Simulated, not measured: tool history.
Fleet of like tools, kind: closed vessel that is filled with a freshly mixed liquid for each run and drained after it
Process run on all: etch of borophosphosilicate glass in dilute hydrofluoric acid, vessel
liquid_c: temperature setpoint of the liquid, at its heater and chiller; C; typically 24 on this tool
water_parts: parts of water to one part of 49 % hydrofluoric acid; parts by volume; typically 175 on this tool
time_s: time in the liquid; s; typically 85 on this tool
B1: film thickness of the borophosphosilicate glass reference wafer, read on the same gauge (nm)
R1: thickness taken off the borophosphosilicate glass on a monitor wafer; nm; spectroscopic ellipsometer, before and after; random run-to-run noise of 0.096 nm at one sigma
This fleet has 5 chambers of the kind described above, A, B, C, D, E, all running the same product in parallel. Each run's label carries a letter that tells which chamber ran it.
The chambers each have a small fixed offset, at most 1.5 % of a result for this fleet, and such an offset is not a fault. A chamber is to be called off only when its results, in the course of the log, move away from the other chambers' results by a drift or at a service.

{"run": "1C", "hour": 4.8, "liquid_c": 24, "water_parts": 175, "time_s": 85, "B1": 150.0, "R1": 14.463}
{"run": "2D", "hour": 15.1, "liquid_c": 24, "water_parts": 175, "time_s": 85, "B1": 150.02, "R1": 14.134}
{"run": "3A", "hour": 22.0, "liquid_c": 24, "water_parts": 175, "time_s": 85, "B1": 150.01, "R1": 14.075}
{"hour": 31.9, "done": "chamber B: hydrofluoric acid flow meter replaced"}
{"run": "4B", "hour": 32.2, "liquid_c": 24, "water_parts": 175, "time_s": 85, "B1": 150.0, "R1": 14.055}
{"run": "5E", "hour": 37.4, "liquid_c": 24, "water_parts": 175, "time_s": 85, "B1": 150.0, "R1": 14.021}
{"run": "6B", "hour": 45.7, "liquid_c": 24, "water_parts": 175, "time_s": 85, "B1": 150.0, "R1": 14.315}
{"run": "7C", "hour": 54.8, "liquid_c": 24, "water_parts": 175, "time_s": 85, "B1": 149.99, "R1": 14.331}
{"run": "8D", "hour": 63.9, "liquid_c": 24, "water_parts": 175, "time_s": 85, "B1": 150.01, "R1": 14.252}
{"run": "9A", "hour": 74.4, "liquid_c": 24, "water_parts": 175, "time_s": 85, "B1": 150.01, "R1": 14.239}
{"run": "10E", "hour": 84.4, "liquid_c": 24, "water_parts": 175, "time_s": 85, "B1": 150.01, "R1": 14.121}
{"run": "11E", "hour": 93.1, "liquid_c": 24, "water_parts": 175, "time_s": 85, "B1": 150.0, "R1": 14.147}
{"run": "12B", "hour": 102.7, "liquid_c": 24, "water_parts": 175, "time_s": 85, "B1": 150.0, "R1": 14.255}
{"run": "13D", "hour": 108.0, "liquid_c": 24, "water_parts": 175, "time_s": 85, "B1": 150.0, "R1": 14.114}
{"run": "14C", "hour": 117.1, "liquid_c": 24, "water_parts": 175, "time_s": 85, "B1": 150.02, "R1": 14.272}
{"run": "15A", "hour": 122.0, "liquid_c": 24, "water_parts": 175, "time_s": 85, "B1": 150.0, "R1": 14.283}
{"run": "16A", "hour": 132.3, "liquid_c": 24, "water_parts": 175, "time_s": 85, "B1": 150.01, "R1": 14.189}
{"run": "17C", "hour": 141.4, "liquid_c": 24, "water_parts": 175, "time_s": 85, "B1": 149.99, "R1": 14.344}
{"run": "18B", "hour": 148.7, "liquid_c": 24, "water_parts": 175, "time_s": 85, "B1": 150.0, "R1": 14.104}
{"run": "19D", "hour": 156.4, "liquid_c": 24, "water_parts": 175, "time_s": 85, "B1": 150.01, "R1": 14.388}
{"run": "20E", "hour": 162.9, "liquid_c": 24, "water_parts": 175, "time_s": 85, "B1": 150.01, "R1": 14.386}
{"hour": 163.3, "done": "chamber E: thermometer replaced"}
{"run": "21B", "hour": 171.6, "liquid_c": 24, "water_parts": 175, "time_s": 85, "B1": 150.01, "R1": 14.121}
{"run": "22E", "hour": 181.7, "liquid_c": 24, "water_parts": 175, "time_s": 85, "B1": 150.02, "R1": 14.077}
{"run": "23C", "hour": 187.4, "liquid_c": 24, "water_parts": 175, "time_s": 45, "B1": 150.02, "R1": 7.5766}
{"run": "24A", "hour": 195.6, "liquid_c": 24, "water_parts": 175, "time_s": 45, "B1": 149.99, "R1": 7.4507}
{"run": "25D", "hour": 200.7, "liquid_c": 24, "water_parts": 175, "time_s": 45, "B1": 150.0, "R1": 7.5435}
{"run": "26D", "hour": 209.0, "liquid_c": 24, "water_parts": 175, "time_s": 45, "B1": 150.02, "R1": 7.419}
{"hour": 218.5, "done": "chamber C: hydrofluoric acid flow meter replaced"}
{"run": "27A", "hour": 218.7, "liquid_c": 24, "water_parts": 175, "time_s": 45, "B1": 149.99, "R1": 7.3442}
{"run": "28B", "hour": 225.0, "liquid_c": 24, "water_parts": 175, "time_s": 85, "B1": 149.98, "R1": 14.241}
{"run": "29E", "hour": 235.1, "liquid_c": 24, "water_parts": 175, "time_s": 85, "B1": 150.02, "R1": 14.198}
{"run": "30C", "hour": 241.6, "liquid_c": 24, "water_parts": 175, "time_s": 85, "B1": 150.02, "R1": 14.259}
{"run": "31B", "hour": 250.7, "liquid_c": 24, "water_parts": 175, "time_s": 85, "B1": 150.0, "R1": 14.213}
{"run": "32C", "hour": 258.4, "liquid_c": 24, "water_parts": 175, "time_s": 85, "B1": 149.98, "R1": 14.498}
{"run": "33A", "hour": 266.2, "liquid_c": 24, "water_parts": 175, "time_s": 85, "B1": 150.0, "R1": 13.638}
{"run": "34E", "hour": 272.3, "liquid_c": 24, "water_parts": 175, "time_s": 85, "B1": 149.99, "R1": 14.185}
{"run": "35D", "hour": 281.5, "liquid_c": 24, "water_parts": 175, "time_s": 85, "B1": 149.98, "R1": 14.176}
{"run": "36C", "hour": 290.5, "liquid_c": 24, "water_parts": 175, "time_s": 85, "B1": 150.0, "R1": 14.405}
{"run": "37D", "hour": 300.9, "liquid_c": 24, "water_parts": 175, "time_s": 85, "B1": 149.98, "R1": 14.307}
{"run": "38B", "hour": 309.1, "liquid_c": 24, "water_parts": 175, "time_s": 85, "B1": 149.98, "R1": 14.007}
{"run": "39A", "hour": 315.4, "liquid_c": 24, "water_parts": 175, "time_s": 85, "B1": 150.0, "R1": 13.494}
{"run": "40E", "hour": 322.2, "liquid_c": 24, "water_parts": 175, "time_s": 85, "B1": 150.02, "R1": 14.103}
{"run": "41B", "hour": 331.3, "liquid_c": 24, "water_parts": 175, "time_s": 85, "B1": 150.0, "R1": 14.265}
{"run": "42D", "hour": 339.8, "liquid_c": 24, "water_parts": 175, "time_s": 85, "B1": 150.0, "R1": 14.232}
{"run": "43C", "hour": 344.9, "liquid_c": 24, "water_parts": 175, "time_s": 85, "B1": 149.99, "R1": 14.306}
{"run": "44A", "hour": 353.0, "liquid_c": 24, "water_parts": 175, "time_s": 85, "B1": 149.98, "R1": 13.314}

Next, every chamber runs the same settings. What will each give?
{"run": "45A", "hour": 360.9, "liquid_c": 24, "water_parts": 175, "time_s": 85, "R1": "?"}
{"run": "45B", "hour": 360.9, "liquid_c": 24, "water_parts": 175, "time_s": 85, "R1": "?"}
{"run": "45C", "hour": 360.9, "liquid_c": 24, "water_parts": 175, "time_s": 85, "R1": "?"}
{"run": "45D", "hour": 360.9, "liquid_c": 24, "water_parts": 175, "time_s": 85, "R1": "?"}
{"run": "45E", "hour": 360.9, "liquid_c": 24, "water_parts": 175, "time_s": 85, "R1": "?"}

run=45A R1=13.3760
run=45B R1=14.2190
run=45C R1=14.3210
run=45D R1=14.1990
run=45E R1=14.2700

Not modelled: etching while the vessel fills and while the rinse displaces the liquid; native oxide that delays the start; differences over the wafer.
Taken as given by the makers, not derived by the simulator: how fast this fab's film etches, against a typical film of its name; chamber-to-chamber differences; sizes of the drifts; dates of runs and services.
